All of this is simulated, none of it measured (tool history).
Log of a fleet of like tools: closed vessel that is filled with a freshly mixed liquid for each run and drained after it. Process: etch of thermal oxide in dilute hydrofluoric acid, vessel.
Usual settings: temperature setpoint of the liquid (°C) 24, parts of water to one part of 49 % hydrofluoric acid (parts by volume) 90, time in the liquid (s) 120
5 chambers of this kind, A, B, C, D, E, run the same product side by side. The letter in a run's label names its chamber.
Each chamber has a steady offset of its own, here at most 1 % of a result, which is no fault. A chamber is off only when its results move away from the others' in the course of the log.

| run | hour | temperature setpoint of the liquid (°C) | parts of water to one part of 49 % hydrofluoric acid (parts by volume) | time in the liquid (s) | read-back film thickness of the thermal oxide reference wafer, read on the same gauge (nm) | thickness taken off the thermal oxide on a monitor wafer (Å) |
|---|---|---|---|---|---|---|
| 1A | 3.9 | 24 | 90 | 120 | 50.006 | 61.008 |
| 2C | 11.5 | 24 | 90 | 120 | 50.013 | 59.907 |
| 3D | 19 | 24 | 90 | 120 | 50.013 | 60.603 |
| 4B | 24 | 24 | 90 | 120 | 50.009 | 60.766 |
| 5E | 30.8 | 24 | 90 | 120 | 49.971 | 61.017 |
| 6A | 38.3 | 24 | 90 | 120 | 50.009 | 60.351 |
| 7C | 42.2 | 24 | 90 | 120 | 49.956 | 60.977 |
| 8D | 48.4 | 20 | 115 | 120 | 49.998 | 39.982 |
| 9B | 55.5 | 20 | 115 | 120 | 49.992 | 39.852 |
| 10E | 61.4 | 20 | 115 | 120 | 49.992 | 40.185 |
| 11D | 65 | 20 | 115 | 120 | 49.992 | 39.83 |
| 12C | 71.3 | 20 | 115 | 120 | 50.005 | 39.05 |
| 13A | 76.3 | 24 | 90 | 120 | 49.987 | 59.717 |
| 14E | 80.1 | 24 | 90 | 120 | 49.994 | 61.685 |
| 15B | 84.9 | 24 | 90 | 120 | 50.011 | 59.907 |
| 16C | 92.1 | 24 | 50 | 80 | 49.972 | 77.065 |
| 17B | 98.9 | 24 | 50 | 80 | 49.98 | 77.057 |
| 18D | 105.2 | 24 | 50 | 80 | 50.002 | 78.362 |
| 19A | 112 | 24 | 50 | 80 | 49.999 | 74.67 |
| 20E | 119.3 | 24 | 50 | 80 | 50.001 | 78.276 |
| 21A | 124.2 | 24 | 90 | 120 | 50.003 | 57.789 |
| 22C | 128.1 | 24 | 90 | 120 | 50.012 | 61.125 |
| 23E | 134.1 | 24 | 50 | 120 | 50.018 | 116.01 |
| 24B | 139.5 | 24 | 50 | 120 | 50.016 | 114.57 |
| 25D | 144.2 | 24 | 50 | 120 | 49.99 | 116.63 |
| 26E | 150.3 | 24 | 50 | 120 | 49.991 | 117.76 |
| 27A | 158.1 | 24 | 50 | 120 | 49.991 | 108.52 |
| 28D | 164.4 | 24 | 90 | 120 | 50.014 | 61.508 |
| 29B | 168.9 | 24 | 90 | 120 | 50.002 | 61.066 |
| 30C | 175 | 24 | 90 | 120 | 49.994 | 60.863 |
| 31C | 181.3 | 24 | 90 | 120 | 49.98 | 61.452 |
| 32E | 186.5 | 24 | 90 | 120 | 49.963 | 61.188 |
| 33A | 193.2 | 27 | 90 | 100 | 49.984 | 51.454 |
| 34B | 200.5 | 27 | 90 | 100 | 49.995 | 56.599 |
| 35D | 206.3 | 27 | 90 | 100 | 49.997 | 57.934 |
| 36A | 212.9 | 27 | 90 | 100 | 50.012 | 51.207 |
|  | 214.9 | chamber C: hydrofluoric acid flow meter replaced |
| 37C | 217.5 | 27 | 90 | 100 | 49.996 | 58.271 |

Is one chamber off against the others, does the gauge drift, or is nothing wrong? If a chamber is off, say which, and what the likeliest cause is.

Chamber A drifts away from the others.
Cause: hydrofluoric acid flow below the setpoint (%) = 11.3.

Here are 4 candidates for chamber A's next run, each the usual settings with a change, their results left as question marks. Which one brings its results back in line with what the others give on the usual settings?
In line means no further than this from the other chambers' mean on the usual settings: thickness taken off the thermal oxide on a monitor wafer (Å) 2.1
| 38A-1 | 223.2 | 24 | 90 | 135 |  | ? |
| 38A-2 | 223.2 | 24 | 90 | 105 |  | ? |
| 38A-3 | 223.2 | 23 | 110 | 120 |  | ? |
| 38A-4 | 223.2 | 24.5 | 80 | 135 |  | ? |

The other chambers' mean on the usual settings: thickness taken off the thermal oxide on a monitor wafer (Å) 61.177
| run | thickness taken off the thermal oxide on a monitor wafer (Å) |
|---|---|
| 38A-1 | 61.092 |
| 38A-2 | 47.516 |
| 38A-3 | 41.5 |
| 38A-4 | 71.188 |
38A-1 brings the chamber back in line.

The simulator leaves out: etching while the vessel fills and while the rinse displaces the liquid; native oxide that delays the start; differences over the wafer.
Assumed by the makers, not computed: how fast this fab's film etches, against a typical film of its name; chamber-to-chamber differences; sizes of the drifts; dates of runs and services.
